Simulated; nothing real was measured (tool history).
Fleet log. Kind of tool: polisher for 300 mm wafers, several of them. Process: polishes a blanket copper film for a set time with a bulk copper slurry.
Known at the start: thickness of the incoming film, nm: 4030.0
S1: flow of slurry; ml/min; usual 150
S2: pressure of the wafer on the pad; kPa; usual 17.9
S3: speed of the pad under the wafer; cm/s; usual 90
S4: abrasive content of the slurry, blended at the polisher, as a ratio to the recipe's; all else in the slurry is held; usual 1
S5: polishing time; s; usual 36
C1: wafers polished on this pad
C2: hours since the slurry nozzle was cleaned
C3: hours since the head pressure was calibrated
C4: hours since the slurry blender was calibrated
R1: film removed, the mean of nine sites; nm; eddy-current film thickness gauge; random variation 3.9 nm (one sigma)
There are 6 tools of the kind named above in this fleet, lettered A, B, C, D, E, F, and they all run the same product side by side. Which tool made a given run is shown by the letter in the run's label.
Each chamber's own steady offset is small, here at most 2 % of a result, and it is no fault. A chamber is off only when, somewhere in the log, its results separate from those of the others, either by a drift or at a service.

run	hour	S1	S2	S3	S4	S5	C1	C2	C3	C4	R1
# hour 3.6: chamber D: worn pad replaced by a new one
1D	6.8	150	17.9	90	1	36	54	222.1	399.3	20.2	311.43
# hour 11.1: chamber A: worn pad replaced by a new one
# hour 12.4: chamber C: slurry blender recalibrated
# hour 14.8: chamber A: head pressure recalibrated
2F	16.3	150	17.9	90	1	36	860	761.3	699.8	62.2	311.98
3E	22.6	150	17.9	90	1	36	828	378.2	975.4	206.7	310.99
# hour 26.4: chamber F: worn pad replaced by a new one
4B	31.1	150	17.9	90	1	36	967	134.6	326.2	113	299.84
5C	38.7	150	17.9	90	1	36	871	335	536.1	26.3	307.96
# hour 42.7: chamber E: worn pad replaced by a new one
6A	43.2	150	17.9	90	1	36	541	469.6	28.4	305.8	300.01
# hour 45: chamber C: worn pad replaced by a new one
# hour 48: chamber B: worn pad replaced by a new one
# hour 51.5: chamber D: worn pad replaced by a new one
7A	52.7	150	17.9	90	1	36	701	479.1	37.9	315.3	306.64
8D	59	150	17.9	90	1	36	126	274.3	451.5	72.4	307.05
9E	68.5	150	17.9	90	1	36	436	424.1	1021.3	252.6	308.33
# hour 72.6: chamber C: slurry nozzle cleaned
# hour 74.4: chamber A: worn pad replaced by a new one
# hour 74.8: chamber A: slurry blender recalibrated
10C	75.7	150	17.9	104	1	36	518	3.1	573.1	63.3	349.1
11B	81	150	17.9	104	1	36	557	184.5	376.1	162.9	352.32
# hour 83.8: chamber F: worn pad replaced by a new one
# hour 85.3: chamber E: slurry blender recalibrated
12F	86	150	17.9	104	1	36	37	831	769.5	131.9	350.33
# hour 90.3: chamber D: slurry nozzle cleaned
13F	93	150	17.9	104	1	36	155	838	776.5	138.9	345.57
# hour 94.8: chamber E: head pressure recalibrated
14B	103.1	150	17.9	104	1	36	930	206.6	398.2	185	344.66
# hour 104.4: chamber C: worn pad replaced by a new one
15A	107.7	150	17.9	104	1	36	562	534.1	92.9	33	351.08
# hour 109.9: chamber D: worn pad replaced by a new one
# hour 112.7: chamber E: worn pad replaced by a new one
16D	115.5	150	17.9	90	1	36	94	25.2	508	128.9	306.73
# hour 119.1: chamber F: slurry nozzle cleaned
17C	122.3	150	17.9	90	1	36	301	49.7	619.7	109.9	301.01
18E	128.7	150	17.9	90	1	36	270	484.3	34	43.4	295.92
# hour 129.2: chamber B: worn pad replaced by a new one
19F	133.8	150	17.9	90	1	36	843	14.8	817.3	179.7	304.33
# hour 136.8: chamber A: worn pad replaced by a new one
# hour 139.3: chamber F: worn pad replaced by a new one
20D	140	150	17.9	90	1	36	507	49.7	532.5	153.4	308.04
# hour 140.6: chamber E: slurry nozzle cleaned
21C	146.4	150	17.9	90	1	36	708	73.8	643.8	134	293.68
22A	153.8	150	17.9	90	1	36	288	580.2	139	79.1	310.45
23B	159.9	150	17.9	90	1	36	518	263.4	455	241.8	303.76
# hour 160.8: chamber C: worn pad replaced by a new one
# hour 162.2: chamber D: worn pad replaced by a new one
24E	167.5	150	17.9	90	1	36	924	26.9	72.8	82.2	303.02
# hour 171.5: chamber E: worn pad replaced by a new one
25D	173.9	150	17.9	90	1	36	197	83.6	566.4	187.3	303.68
26B	180	150	17.9	90	1	36	857	283.5	475.1	261.9	303.65
27E	184.9	150	17.9	90	1	36	227	44.3	90.2	99.6	298.79
28F	190.9	150	17.9	90	1	36	870	71.9	874.4	236.8	303.16
# hour 196.4: chamber A: worn pad replaced by a new one
# hour 196.8: chamber F: worn pad replaced by a new one
29C	200.1	150	17.9	90	1	36	662	127.5	697.5	187.7	301.81
30A	206.8	150	17.9	90	1	36	176	633.2	192	132.1	307.98
# hour 212.9: chamber D: worn pad replaced by a new one
31A	214.1	150	17.9	90	1	36	299	640.5	199.3	139.4	314.09
32E	218.8	150	17.9	90	1	36	798	78.2	124.1	133.5	308.85
# hour 219.9: chamber C: worn pad replaced by a new one
33B	223.7	150	17.9	90	1	36	1594	327.2	518.8	305.6	302.24
34C	228.5	150	17.9	90	1	36	145	155.9	725.9	216.1	305.58
35D	236.9	150	17.9	90	1	36	405	146.6	629.4	250.3	300.29
# hour 237.7: chamber F: slurry blender recalibrated
# hour 239.7: chamber E: worn pad replaced by a new one
36F	242	150	17.9	90	1	36	762	123	925.5	4.4	293.26
37D	250.7	150	17.9	90	1	36	637	160.4	643.2	264.1	309.3
38C	260	150	17.9	90	1	36	676	187.4	757.4	247.6	305.16
# hour 266.5: chamber A: worn pad replaced by a new one
39A	270.2	150	17.9	90	1	36	63	696.6	255.4	195.5	300.66
40E	279.2	150	17.9	90	1	36	666	138.6	184.5	193.9	301.85

Each of the 6 chambers runs these same settings next. Fill in every chamber's results:
41A	286.5	150	17.9	90	1.2	36					?
41B	286.5	150	17.9	90	1.2	36					?
41C	286.5	150	17.9	90	1.2	36					?
41D	286.5	150	17.9	90	1.2	36					?
41E	286.5	150	17.9	90	1.2	36					?
41F	286.5	150	17.9	90	1.2	36					?

run	R1
41A	323.46
41B	316.88
41C	308.19
41D	317.34
41E	315.87
41F	313.57
